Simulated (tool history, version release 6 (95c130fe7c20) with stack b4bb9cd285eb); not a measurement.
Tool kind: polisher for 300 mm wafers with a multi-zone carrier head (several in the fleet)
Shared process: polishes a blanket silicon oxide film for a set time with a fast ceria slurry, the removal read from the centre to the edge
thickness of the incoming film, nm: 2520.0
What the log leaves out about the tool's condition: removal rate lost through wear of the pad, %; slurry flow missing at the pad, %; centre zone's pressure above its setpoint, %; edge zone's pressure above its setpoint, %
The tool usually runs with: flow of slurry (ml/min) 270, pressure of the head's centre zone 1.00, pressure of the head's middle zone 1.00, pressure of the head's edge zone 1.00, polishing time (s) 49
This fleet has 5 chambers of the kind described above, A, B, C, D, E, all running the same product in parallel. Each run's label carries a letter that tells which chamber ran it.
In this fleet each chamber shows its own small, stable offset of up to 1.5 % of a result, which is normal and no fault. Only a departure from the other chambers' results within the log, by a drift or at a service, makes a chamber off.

| run | hour | flow of slurry (ml/min) | pressure of the head's centre zone | pressure of the head's middle zone | pressure of the head's edge zone | polishing time (s) | wafers polished on this pad | hours since the slurry nozzle was cleaned | hours since the centre zone pressure was calibrated | hours since the edge zone pressure was calibrated | film removed at the wafer's centre (nm) | film removed at mid-radius (nm) | film removed at the wafer's edge (nm) |
|---|---|---|---|---|---|---|---|---|---|---|---|---|---|
|  | 2.9 | chamber A: worn pad replaced by a new one |
|  | 4.5 | chamber C: edge zone pressure recalibrated |
| 1B | 7.1 | 270 | 1.00 | 1.00 | 1.00 | 49 | 233 | 401.6 | 138.7 | 690.0 | 847.71 | 832.15 | 848.51 |
|  | 13.3 | chamber D: edge zone pressure recalibrated |
| 2A | 15.8 | 270 | 1.00 | 1.00 | 1.00 | 49 | 176 | 564.8 | 363.6 | 414.4 | 846.21 | 830.48 | 821.61 |
| 3C | 21.4 | 270 | 1.00 | 1.00 | 1.00 | 49 | 702 | 569.8 | 667.3 | 16.9 | 850.55 | 831.28 | 839.31 |
|  | 21.7 | chamber A: edge zone pressure recalibrated |
|  | 26.9 | chamber E: worn pad replaced by a new one |
| 4E | 30.5 | 270 | 1.00 | 1.00 | 1.00 | 49 | 49 | 347.9 | 220.7 | 579.4 | 847.18 | 848.20 | 852.58 |
| 5D | 36.3 | 270 | 1.00 | 1.00 | 1.00 | 49 | 1418 | 51.8 | 741.7 | 23.0 | 841.73 | 823.45 | 840.73 |
|  | 41.4 | chamber C: worn pad replaced by a new one |
| 6A | 43.3 | 270 | 1.00 | 1.00 | 1.00 | 49 | 553 | 592.3 | 391.1 | 21.7 | 841.60 | 829.23 | 853.74 |
| 7E | 49.4 | 270 | 1.00 | 1.00 | 1.00 | 49 | 308 | 366.8 | 239.6 | 598.3 | 845.62 | 838.11 | 841.42 |
|  | 51.8 | chamber B: worn pad replaced by a new one |
|  | 54.6 | chamber E: slurry nozzle cleaned |
| 8C | 56.0 | 270 | 1.00 | 1.00 | 1.00 | 49 | 200 | 604.4 | 701.9 | 51.5 | 849.43 | 868.22 | 821.51 |
| 9B | 64.1 | 270 | 1.06 | 1.00 | 0.96 | 49 | 168 | 458.6 | 195.7 | 747.0 | 910.22 | 857.34 | 829.62 |
| 10D | 70.2 | 270 | 1.06 | 1.00 | 0.96 | 49 | 1882 | 85.7 | 775.6 | 56.9 | 885.72 | 831.78 | 821.35 |
| 11D | 80.6 | 270 | 1.06 | 1.00 | 0.96 | 49 | 2025 | 96.1 | 786.0 | 67.3 | 899.22 | 828.60 | 804.03 |
| 12A | 88.8 | 270 | 1.06 | 1.00 | 0.96 | 49 | 1176 | 637.8 | 436.6 | 67.2 | 897.91 | 824.39 | 832.65 |
|  | 89.3 | chamber A: worn pad replaced by a new one |
| 13E | 97.2 | 270 | 1.06 | 1.00 | 0.96 | 49 | 963 | 42.6 | 287.4 | 646.1 | 906.83 | 850.97 | 832.76 |
|  | 97.9 | chamber E: worn pad replaced by a new one |
| 14B | 103.2 | 270 | 1.00 | 1.00 | 1.00 | 49 | 703 | 497.7 | 234.8 | 786.1 | 843.59 | 863.23 | 833.71 |
| 15C | 108.3 | 270 | 1.00 | 1.00 | 1.00 | 49 | 916 | 656.7 | 754.2 | 103.8 | 846.33 | 838.87 | 823.57 |
|  | 110.8 | chamber B: worn pad replaced by a new one |
| 16B | 113.8 | 270 | 1.00 | 1.00 | 1.00 | 49 | 41 | 508.3 | 245.4 | 796.7 | 845.28 | 855.88 | 866.60 |
|  | 119.4 | chamber C: worn pad replaced by a new one |
| 17C | 120.7 | 270 | 1.00 | 1.00 | 1.00 | 49 | 18 | 669.1 | 766.6 | 116.2 | 838.11 | 860.15 | 838.40 |
| 18E | 131.9 | 270 | 1.00 | 1.00 | 1.00 | 49 | 466 | 77.3 | 322.1 | 680.8 | 845.88 | 839.80 | 849.70 |
| 19D | 142.9 | 270 | 1.00 | 1.00 | 1.00 | 49 | 2878 | 158.4 | 848.3 | 129.6 | 824.00 | 805.32 | 813.00 |
| 20A | 153.5 | 270 | 1.00 | 1.00 | 1.00 | 55 | 880 | 702.5 | 501.3 | 131.9 | 938.87 | 948.16 | 942.83 |
| 21A | 162.5 | 270 | 1.00 | 1.00 | 1.00 | 55 | 1003 | 711.5 | 510.3 | 140.9 | 939.80 | 949.67 | 948.03 |
|  | 165.5 | chamber B: worn pad replaced by a new one |
| 22D | 168.0 | 270 | 1.00 | 1.00 | 1.00 | 55 | 3222 | 183.5 | 873.4 | 154.7 | 908.15 | 918.30 | 895.53 |
|  | 169.6 | chamber E: worn pad replaced by a new one |
| 23C | 174.8 | 270 | 1.00 | 1.00 | 1.00 | 55 | 759 | 723.2 | 820.7 | 170.3 | 951.67 | 938.41 | 952.42 |
| 24B | 185.7 | 270 | 1.00 | 1.00 | 1.00 | 55 | 277 | 580.2 | 317.3 | 868.6 | 940.87 | 950.69 | 958.70 |
| 25E | 193.4 | 270 | 1.00 | 0.96 | 1.10 | 49 | 326 | 138.8 | 383.6 | 742.3 | 843.37 | 819.98 | 893.80 |
|  | 196.9 | chamber A: worn pad replaced by a new one |
| 26A | 199.4 | 270 | 1.00 | 0.96 | 1.10 | 49 | 35 | 748.4 | 547.2 | 177.8 | 840.25 | 805.63 | 882.47 |
|  | 201.3 | chamber C: worn pad replaced by a new one |
| 27C | 207.1 | 270 | 1.00 | 0.96 | 1.10 | 49 | 79 | 755.5 | 853.0 | 202.6 | 849.75 | 796.56 | 880.31 |
|  | 211.4 | chamber B: slurry nozzle cleaned |
| 28D | 214.2 | 270 | 1.00 | 0.96 | 1.10 | 49 | 3854 | 229.7 | 919.6 | 200.9 | 802.88 | 759.59 | 833.34 |
|  | 222.6 | chamber B: centre zone pressure recalibrated |
|  | 223.4 | chamber B: worn pad replaced by a new one |
| 29B | 223.6 | 270 | 1.00 | 0.96 | 1.10 | 49 | 3 | 12.2 | 1.0 | 906.5 | 845.80 | 819.19 | 894.85 |
| 30E | 232.0 | 270 | 1.00 | 1.00 | 1.00 | 49 | 855 | 177.4 | 422.2 | 780.9 | 833.66 | 852.25 | 837.47 |
|  | 235.8 | chamber E: worn pad replaced by a new one |
| 31E | 240.4 | 270 | 1.00 | 1.00 | 1.00 | 49 | 63 | 185.8 | 430.6 | 789.3 | 849.61 | 840.42 | 862.39 |
| 32A | 245.7 | 310 | 1.05 | 1.00 | 1.00 | 49 | 669 | 794.7 | 593.5 | 224.1 | 905.43 | 855.69 | 857.36 |
| 33D | 257.0 | 310 | 1.05 | 1.00 | 1.00 | 49 | 4440 | 272.5 | 962.4 | 243.7 | 838.08 | 801.31 | 781.81 |
| 34C | 263.6 | 310 | 1.05 | 1.00 | 1.00 | 49 | 853 | 812.0 | 909.5 | 259.1 | 911.97 | 847.67 | 858.30 |
| 35B | 274.8 | 310 | 1.05 | 1.00 | 1.00 | 49 | 704 | 63.4 | 52.2 | 957.7 | 907.24 | 874.13 | 847.01 |

Predict what each chamber gives when all 5 of them run the settings below next.
| 36A | 282.9 | 270 | 1.00 | 1.00 | 1.00 | 49 |  |  |  |  | ? | ? | ? |
| 36B | 282.9 | 270 | 1.00 | 1.00 | 1.00 | 49 |  |  |  |  | ? | ? | ? |
| 36C | 282.9 | 270 | 1.00 | 1.00 | 1.00 | 49 |  |  |  |  | ? | ? | ? |
| 36D | 282.9 | 270 | 1.00 | 1.00 | 1.00 | 49 |  |  |  |  | ? | ? | ? |
| 36E | 282.9 | 270 | 1.00 | 1.00 | 1.00 | 49 |  |  |  |  | ? | ? | ? |

| run | film removed at the wafer's centre (nm) | film removed at mid-radius (nm) | film removed at the wafer's edge (nm) |
|---|---|---|---|
| 36A | 843.84 | 838.85 | 836.88 |
| 36B | 846.94 | 848.59 | 831.19 |
| 36C | 851.60 | 834.88 | 851.38 |
| 36D | 786.66 | 783.55 | 765.45 |
| 36E | 852.29 | 832.86 | 848.75 |

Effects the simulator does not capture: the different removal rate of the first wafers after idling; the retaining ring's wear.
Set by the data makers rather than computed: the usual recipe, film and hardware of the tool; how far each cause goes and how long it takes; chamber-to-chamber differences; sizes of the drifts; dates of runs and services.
